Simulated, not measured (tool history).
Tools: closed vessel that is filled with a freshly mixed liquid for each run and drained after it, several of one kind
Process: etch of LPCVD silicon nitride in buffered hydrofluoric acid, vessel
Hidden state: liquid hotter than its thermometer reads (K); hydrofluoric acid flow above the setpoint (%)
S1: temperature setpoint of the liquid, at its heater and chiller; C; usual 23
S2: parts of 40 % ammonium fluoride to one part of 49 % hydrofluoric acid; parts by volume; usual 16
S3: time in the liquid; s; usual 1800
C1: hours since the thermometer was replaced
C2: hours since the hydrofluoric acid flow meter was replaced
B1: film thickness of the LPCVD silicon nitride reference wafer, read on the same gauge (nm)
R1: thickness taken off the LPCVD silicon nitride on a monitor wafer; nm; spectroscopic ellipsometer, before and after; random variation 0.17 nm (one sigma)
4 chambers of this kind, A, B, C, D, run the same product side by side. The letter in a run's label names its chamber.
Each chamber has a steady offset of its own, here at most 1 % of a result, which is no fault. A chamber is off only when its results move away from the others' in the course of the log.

{"hour": 0.9, "done": "chamber D: hydrofluoric acid flow meter replaced"}
{"run": "1B", "hour": 5.5, "S1": 23, "S2": 16, "S3": 1800, "C1": 829, "C2": 202.2, "B1": 150, "R1": 17.562}
{"run": "2D", "hour": 8.9, "S1": 23, "S2": 16, "S3": 1800, "C1": 459.5, "C2": 8.1, "B1": 150, "R1": 17.61}
{"run": "3A", "hour": 13.2, "S1": 23, "S2": 16, "S3": 1800, "C1": 1525.4, "C2": 614.9, "B1": 150.03, "R1": 17.302}
{"run": "4C", "hour": 19.2, "S1": 23, "S2": 16, "S3": 1800, "C1": 1449.2, "C2": 419.8, "B1": 149.99, "R1": 17.242}
{"run": "5A", "hour": 23.2, "S1": 23, "S2": 16, "S3": 1800, "C1": 1535.4, "C2": 624.9, "B1": 149.95, "R1": 17.101}
{"run": "6D", "hour": 27.6, "S1": 23, "S2": 16, "S3": 1800, "C1": 478.2, "C2": 26.8, "B1": 150, "R1": 17.08}
{"run": "7C", "hour": 31.4, "S1": 23, "S2": 16, "S3": 1800, "C1": 1461.4, "C2": 432, "B1": 150.02, "R1": 17.311}
{"run": "8B", "hour": 36.5, "S1": 23, "S2": 16, "S3": 1800, "C1": 860, "C2": 233.2, "B1": 149.97, "R1": 17.361}
{"run": "9D", "hour": 43.7, "S1": 23, "S2": 16, "S3": 1800, "C1": 494.3, "C2": 42.9, "B1": 150.03, "R1": 17.244}
{"run": "10A", "hour": 48.2, "S1": 23, "S2": 16, "S3": 1800, "C1": 1560.4, "C2": 649.9, "B1": 149.99, "R1": 17.346}
{"run": "11C", "hour": 54.7, "S1": 23, "S2": 16, "S3": 1800, "C1": 1484.7, "C2": 455.3, "B1": 149.96, "R1": 17.213}
{"run": "12B", "hour": 58.7, "S1": 23, "S2": 16, "S3": 1800, "C1": 882.2, "C2": 255.4, "B1": 149.98, "R1": 17.559}
{"run": "13C", "hour": 65.3, "S1": 23, "S2": 16, "S3": 1800, "C1": 1495.3, "C2": 465.9, "B1": 149.99, "R1": 16.948}
{"run": "14B", "hour": 71.1, "S1": 23, "S2": 16, "S3": 1800, "C1": 894.6, "C2": 267.8, "B1": 150.04, "R1": 18.152}
{"run": "15A", "hour": 76.0, "S1": 23, "S2": 16, "S3": 1800, "C1": 1588.2, "C2": 677.7, "B1": 150.01, "R1": 17.274}
{"run": "16D", "hour": 82.4, "S1": 23, "S2": 16, "S3": 1800, "C1": 533, "C2": 81.6, "B1": 149.96, "R1": 17.028}
{"run": "17D", "hour": 90.2, "S1": 20, "S2": 16, "S3": 2605, "C1": 540.8, "C2": 89.4, "B1": 149.98, "R1": 21.171}
{"run": "18C", "hour": 97.5, "S1": 20, "S2": 16, "S3": 2605, "C1": 1527.5, "C2": 498.1, "B1": 149.99, "R1": 21.261}
{"run": "19B", "hour": 105.1, "S1": 20, "S2": 16, "S3": 2605, "C1": 928.6, "C2": 301.8, "B1": 149.95, "R1": 22.014}
{"run": "20A", "hour": 109.6, "S1": 20, "S2": 16, "S3": 2605, "C1": 1621.8, "C2": 711.3, "B1": 150.02, "R1": 20.936}
{"run": "21C", "hour": 113.3, "S1": 23, "S2": 16, "S3": 1800, "C1": 1543.3, "C2": 513.9, "B1": 150.01, "R1": 17.443}
{"run": "22B", "hour": 119.9, "S1": 23, "S2": 16, "S3": 1800, "C1": 943.4, "C2": 316.6, "B1": 150.02, "R1": 18.485}
{"run": "23D", "hour": 125.5, "S1": 23, "S2": 21.5, "S3": 1800, "C1": 576.1, "C2": 124.7, "B1": 150.01, "R1": 13.055}
{"run": "24A", "hour": 131.7, "S1": 23, "S2": 21.5, "S3": 1800, "C1": 1643.9, "C2": 733.4, "B1": 150.02, "R1": 13.11}
{"run": "25B", "hour": 138.9, "S1": 23, "S2": 21.5, "S3": 1800, "C1": 962.4, "C2": 335.6, "B1": 149.98, "R1": 13.912}
{"run": "26D", "hour": 143.1, "S1": 23, "S2": 21.5, "S3": 1800, "C1": 593.7, "C2": 142.3, "B1": 150.04, "R1": 13.17}
{"run": "27C", "hour": 147.2, "S1": 23, "S2": 16, "S3": 1800, "C1": 1577.2, "C2": 547.8, "B1": 150.01, "R1": 17.423}
{"run": "28A", "hour": 152.7, "S1": 23, "S2": 16, "S3": 2430, "C1": 1664.9, "C2": 754.4, "B1": 150, "R1": 23.674}
{"run": "29D", "hour": 159.1, "S1": 23, "S2": 16, "S3": 2430, "C1": 609.7, "C2": 158.3, "B1": 150.01, "R1": 23.166}
{"run": "30A", "hour": 165.6, "S1": 23, "S2": 16, "S3": 2430, "C1": 1677.8, "C2": 767.3, "B1": 150.01, "R1": 23.5}
{"run": "31B", "hour": 169.9, "S1": 23, "S2": 16, "S3": 2430, "C1": 993.4, "C2": 366.6, "B1": 150.01, "R1": 25.342}
{"run": "32C", "hour": 174.7, "S1": 23, "S2": 16, "S3": 1800, "C1": 1604.7, "C2": 575.3, "B1": 150, "R1": 17.393}
{"run": "33D", "hour": 178.4, "S1": 23, "S2": 16, "S3": 1800, "C1": 629, "C2": 177.6, "B1": 150, "R1": 17.405}
{"run": "34B", "hour": 185.4, "S1": 20.5, "S2": 16, "S3": 1800, "C1": 1008.9, "C2": 382.1, "B1": 149.96, "R1": 16.707}
{"run": "35C", "hour": 193.0, "S1": 20.5, "S2": 16, "S3": 1800, "C1": 1623, "C2": 593.6, "B1": 149.99, "R1": 15.255}
{"run": "36A", "hour": 198.2, "S1": 20.5, "S2": 16, "S3": 1800, "C1": 1710.4, "C2": 799.9, "B1": 149.97, "R1": 14.885}

What goes on in this fleet: one chamber off, a drifting gauge, or nothing beyond the chambers' own small offsets? Name the chamber and the cause, if any.

Chamber B drifts away from the others.
Cause: hydrofluoric acid flow above the setpoint (%) = 11.6.
The log may not tell that from: liquid hotter than its thermometer reads (K).

Here are 4 candidates for chamber B's next run, each the usual settings with a change, their results left as question marks. Which one brings its results back in line with what the others give on the usual settings?
In line means no further than this from the other chambers' mean on the usual settings: R1 0.6 nm
{"run": "37B-1", "hour": 203.9, "S1": 23, "S2": 16, "S3": 1875, "R1": "?"}
{"run": "37B-2", "hour": 203.9, "S1": 23, "S2": 18, "S3": 1800, "R1": "?"}
{"run": "37B-3", "hour": 203.9, "S1": 23.5, "S2": 15.5, "S3": 1925, "R1": "?"}
{"run": "37B-4", "hour": 203.9, "S1": 22, "S2": 16, "S3": 1800, "R1": "?"}

The other chambers' mean on the usual settings: R1 17.303 nm
run=37B-1 R1=20.238
run=37B-2 R1=17.304
run=37B-3 R1=22.043
run=37B-4 R1=18.376
37B-2 brings the chamber back in line.
